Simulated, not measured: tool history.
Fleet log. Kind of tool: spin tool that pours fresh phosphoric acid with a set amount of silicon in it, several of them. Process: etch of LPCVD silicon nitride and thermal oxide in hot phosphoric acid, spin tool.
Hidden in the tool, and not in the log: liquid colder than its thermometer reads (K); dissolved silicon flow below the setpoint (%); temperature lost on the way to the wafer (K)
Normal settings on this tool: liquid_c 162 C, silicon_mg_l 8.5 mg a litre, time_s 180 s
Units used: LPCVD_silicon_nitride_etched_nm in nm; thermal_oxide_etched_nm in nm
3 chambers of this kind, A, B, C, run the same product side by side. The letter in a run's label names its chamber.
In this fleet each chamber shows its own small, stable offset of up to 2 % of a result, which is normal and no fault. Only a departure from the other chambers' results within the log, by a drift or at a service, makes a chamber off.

run,hour,liquid_c,silicon_mg_l,time_s,hours since the thermometer was replaced,hours since the dissolved silicon flow meter was replaced,hours since the heated supply line was repaired,"read-back film thickness of the LPCVD silicon nitride reference wafer, read on the same gauge (nm)","read-back film thickness of the thermal oxide reference wafer, read on the same gauge (nm)",LPCVD_silicon_nitride_etched_nm,thermal_oxide_etched_nm
1C,3.8,162,8.5,180,1461.2,688.9,2711.2,29.998,129.98,15.934,0.46785
2A,8.5,162,8.5,180,974.5,643.1,512.5,29.992,130.00,15.862,0.43928
3B,10.9,162,8.5,180,114.6,2319.8,1703.6,29.993,130.00,15.955,0.47644
# hour 14.7: chamber B: dissolved silicon flow meter replaced
4B,15.7,162,8.5,180,119.4,1.0,1708.4,30.006,130.04,16.086,0.56172
5A,19.0,162,8.5,180,985.0,653.6,523.0,29.981,130.01,15.917,0.44314
6C,21.9,162,8.5,180,1479.3,707.0,2729.3,29.994,130.03,15.921,0.47650
7A,25.3,162,8.5,180,991.3,659.9,529.3,29.994,130.01,15.884,0.54611
8C,29.4,162,8.5,180,1486.8,714.5,2736.8,30.001,130.01,16.072,0.53205
9B,33.0,162,8.5,180,136.7,18.3,1725.7,29.994,129.99,15.803,0.47855
10C,37.9,163,8.5,180,1495.3,723.0,2745.3,29.992,130.02,16.553,0.43358
11A,40.2,163,8.5,180,1006.2,674.8,544.2,29.985,130.00,16.360,0.52728
12B,44.1,163,8.5,180,147.8,29.4,1736.8,29.998,130.02,16.036,0.51046
13C,47.8,162,8.5,180,1505.2,732.9,2755.2,30.013,129.99,16.101,0.43383
14B,51.2,162,8.5,180,154.9,36.5,1743.9,30.005,129.98,15.566,0.45147
15A,55.7,162,8.5,180,1021.7,690.3,559.7,29.984,130.01,15.770,0.51775
16C,58.1,162,8.5,180,1515.5,743.2,2765.5,30.002,129.97,16.071,0.50869
17B,60.8,162,8.5,180,164.5,46.1,1753.5,29.991,130.01,15.378,0.46319
18A,65.5,164,8.5,245,1031.5,700.1,569.5,30.001,130.00,23.156,0.74734
19A,67.8,164,8.5,245,1033.8,702.4,571.8,30.003,130.02,23.156,0.83724
20C,72.1,164,8.5,245,1529.5,757.2,2779.5,29.995,130.03,23.542,0.82377
21B,76.0,162,8.5,180,179.7,61.3,1768.7,30.000,130.01,15.384,0.44325
22A,80.8,162,8.5,180,1046.8,715.4,584.8,30.002,129.99,15.855,0.46323
23B,84.9,162,8.5,180,188.6,70.2,1777.6,30.022,129.97,15.107,0.38947
24C,89.4,162,8.5,180,1546.8,774.5,2796.8,29.974,130.03,15.845,0.54701
25B,91.7,159,8.5,180,195.4,77.0,1784.4,30.026,129.98,13.460,0.36585
26A,94.7,159,8.5,180,1060.7,729.3,598.7,29.985,130.02,14.433,0.34902
# hour 95.8: chamber C: dissolved silicon flow meter replaced
27C,98.2,159,8.5,180,1555.6,2.4,2805.6,30.000,129.97,14.307,0.37770
28C,103.3,162,8.5,180,1560.7,7.5,2810.7,29.997,130.04,15.987,0.41645
29A,106.9,162,8.5,180,1072.9,741.5,610.9,29.975,129.96,15.996,0.47754
30B,109.3,162,8.5,180,213.0,94.6,1802.0,29.994,129.97,14.764,0.46566
31B,112.9,162,8.5,180,216.6,98.2,1805.6,29.987,130.00,14.577,0.38741
32C,117.9,162,8.5,180,1575.3,22.1,2825.3,30.006,130.03,16.019,0.47778
33A,121.0,162,8.5,180,1087.0,755.6,625.0,29.997,130.01,15.930,0.48704

Predict what each chamber gives when all 3 of them run the settings below next.
34A,124.7,162,8.5,180,,,,,,?,?
34B,124.7,162,8.5,180,,,,,,?,?
34C,124.7,162,8.5,180,,,,,,?,?

run,LPCVD_silicon_nitride_etched_nm,thermal_oxide_etched_nm
34A,15.961,0.51303
34B,14.510,0.37572
34C,15.928,0.53615

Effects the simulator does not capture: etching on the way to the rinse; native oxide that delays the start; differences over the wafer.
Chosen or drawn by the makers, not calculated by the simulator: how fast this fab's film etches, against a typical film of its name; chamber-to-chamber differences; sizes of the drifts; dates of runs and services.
